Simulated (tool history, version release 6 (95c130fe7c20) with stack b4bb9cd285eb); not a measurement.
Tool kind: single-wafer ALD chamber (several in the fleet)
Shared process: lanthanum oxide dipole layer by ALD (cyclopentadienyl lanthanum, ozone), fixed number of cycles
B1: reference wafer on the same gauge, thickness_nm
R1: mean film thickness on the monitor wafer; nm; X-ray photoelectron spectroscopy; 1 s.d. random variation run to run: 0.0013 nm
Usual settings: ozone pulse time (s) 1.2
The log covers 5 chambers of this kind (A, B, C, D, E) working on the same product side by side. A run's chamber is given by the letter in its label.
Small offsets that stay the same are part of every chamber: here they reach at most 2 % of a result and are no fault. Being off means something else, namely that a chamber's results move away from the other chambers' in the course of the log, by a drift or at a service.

{"run": "1C", "hour": 3.6, "ozone pulse time (s)": 1.2, "B1": 0.51486, "R1": 0.52665}
{"run": "2B", "hour": 6.3, "ozone pulse time (s)": 1.2, "B1": 0.51524, "R1": 0.5289}
{"run": "3E", "hour": 9.6, "ozone pulse time (s)": 1.2, "B1": 0.51496, "R1": 0.52832}
{"run": "4D", "hour": 14.5, "ozone pulse time (s)": 1.2, "B1": 0.51488, "R1": 0.52757}
{"run": "5A", "hour": 17.7, "ozone pulse time (s)": 1.2, "B1": 0.51524, "R1": 0.51607}
{"run": "6B", "hour": 20.6, "ozone pulse time (s)": 1.2, "B1": 0.51499, "R1": 0.52836}
{"run": "7D", "hour": 23.3, "ozone pulse time (s)": 1.35, "B1": 0.51536, "R1": 0.53952}
{"run": "8C", "hour": 25.7, "ozone pulse time (s)": 1.35, "B1": 0.51541, "R1": 0.53989}
{"hour": 25.8, "done": "chamber B: thermocouple changed; heater temperature recalibrated"}
{"run": "9E", "hour": 28.6, "ozone pulse time (s)": 1.35, "B1": 0.51517, "R1": 0.54372}
{"run": "10A", "hour": 32.9, "ozone pulse time (s)": 1.35, "B1": 0.51492, "R1": 0.53189}
{"run": "11E", "hour": 37.4, "ozone pulse time (s)": 1.35, "B1": 0.51494, "R1": 0.54305}
{"hour": 38.8, "done": "chamber E: ozone generator serviced"}
{"run": "12B", "hour": 40.6, "ozone pulse time (s)": 1.2, "B1": 0.51484, "R1": 0.52616}
{"run": "13D", "hour": 45.2, "ozone pulse time (s)": 1.2, "B1": 0.51543, "R1": 0.5234}
{"run": "14A", "hour": 48.7, "ozone pulse time (s)": 1.2, "B1": 0.51492, "R1": 0.51479}
{"run": "15C", "hour": 51.5, "ozone pulse time (s)": 1.2, "B1": 0.51484, "R1": 0.52306}
{"run": "16E", "hour": 55.6, "ozone pulse time (s)": 1.56, "B1": 0.51519, "R1": 0.55967}
{"run": "17C", "hour": 58.5, "ozone pulse time (s)": 1.56, "B1": 0.51533, "R1": 0.55112}
{"run": "18A", "hour": 62.8, "ozone pulse time (s)": 1.56, "B1": 0.51448, "R1": 0.54431}
{"run": "19B", "hour": 67.4, "ozone pulse time (s)": 1.56, "B1": 0.51488, "R1": 0.55347}
{"run": "20D", "hour": 70.2, "ozone pulse time (s)": 1.56, "B1": 0.51478, "R1": 0.55011}
{"run": "21A", "hour": 73.0, "ozone pulse time (s)": 1.2, "B1": 0.51486, "R1": 0.51529}
{"run": "22E", "hour": 76.3, "ozone pulse time (s)": 1.2, "B1": 0.51494, "R1": 0.53074}
{"run": "23B", "hour": 79.7, "ozone pulse time (s)": 1.2, "B1": 0.51507, "R1": 0.52841}
{"run": "24D", "hour": 82.7, "ozone pulse time (s)": 1.2, "B1": 0.51493, "R1": 0.52641}
{"run": "25C", "hour": 88.0, "ozone pulse time (s)": 1.2, "B1": 0.51484, "R1": 0.5221}
{"run": "26A", "hour": 92.1, "ozone pulse time (s)": 1.2, "B1": 0.5148, "R1": 0.51744}
{"run": "27B", "hour": 94.5, "ozone pulse time (s)": 1.2, "B1": 0.51498, "R1": 0.52629}
{"run": "28D", "hour": 97.8, "ozone pulse time (s)": 1.2, "B1": 0.51494, "R1": 0.52373}
{"run": "29E", "hour": 101.4, "ozone pulse time (s)": 1.2, "B1": 0.51477, "R1": 0.52998}
{"run": "30C", "hour": 105.2, "ozone pulse time (s)": 1.2, "B1": 0.51511, "R1": 0.51559}
{"run": "31B", "hour": 109.0, "ozone pulse time (s)": 1.2, "B1": 0.51496, "R1": 0.52866}
{"run": "32E", "hour": 111.8, "ozone pulse time (s)": 1.2, "B1": 0.51539, "R1": 0.52905}
{"run": "33D", "hour": 116.6, "ozone pulse time (s)": 1.2, "B1": 0.51465, "R1": 0.52436}
{"run": "34A", "hour": 122.1, "ozone pulse time (s)": 1.2, "B1": 0.515, "R1": 0.517}
{"run": "35C", "hour": 125.2, "ozone pulse time (s)": 1.2, "B1": 0.51518, "R1": 0.5177}
{"run": "36C", "hour": 128.6, "ozone pulse time (s)": 0.91, "B1": 0.51508, "R1": 0.47028}
{"run": "37E", "hour": 133.7, "ozone pulse time (s)": 0.91, "B1": 0.51492, "R1": 0.48703}
{"run": "38D", "hour": 136.0, "ozone pulse time (s)": 0.91, "B1": 0.51495, "R1": 0.48423}
{"run": "39A", "hour": 139.2, "ozone pulse time (s)": 0.91, "B1": 0.51508, "R1": 0.47562}
{"run": "40B", "hour": 143.8, "ozone pulse time (s)": 0.91, "B1": 0.51473, "R1": 0.4866}
{"run": "41E", "hour": 148.1, "ozone pulse time (s)": 1.2, "B1": 0.51467, "R1": 0.52796}
{"run": "42A", "hour": 153.0, "ozone pulse time (s)": 1.2, "B1": 0.51478, "R1": 0.51579}

Does one chamber stand apart from the rest, does the shared gauge drift, or is all well apart from small per-chamber offsets? Give the chamber and the most likely cause, where there is one.

Chamber C drifts away from the others.
Likeliest cause: ozone dose below that of a generator just serviced (%) = 10.2.

Here are 4 candidates for chamber C's next run, each the usual settings with a change, their results left as question marks. Which one brings its results back in line with what the others give on the usual settings?
In-line tolerance around the mean of the other chambers on the usual settings: R1 0.0046 nm
{"run": "43C-1", "hour": 156.9, "ozone pulse time (s)": 1.03, "R1": "?"}
{"run": "43C-2", "hour": 156.9, "ozone pulse time (s)": 1.31, "R1": "?"}
{"run": "43C-3", "hour": 156.9, "ozone pulse time (s)": 1.46, "R1": "?"}
{"run": "43C-4", "hour": 156.9, "ozone pulse time (s)": 1.09, "R1": "?"}

The other chambers' mean on the usual settings: R1 0.52468 nm
run=43C-1 R1=0.48729
run=43C-2 R1=0.52339
run=43C-3 R1=0.53641
run=43C-4 R1=0.49662
The answer is 43C-2, which returns the chamber to within the allowed miss of the others.

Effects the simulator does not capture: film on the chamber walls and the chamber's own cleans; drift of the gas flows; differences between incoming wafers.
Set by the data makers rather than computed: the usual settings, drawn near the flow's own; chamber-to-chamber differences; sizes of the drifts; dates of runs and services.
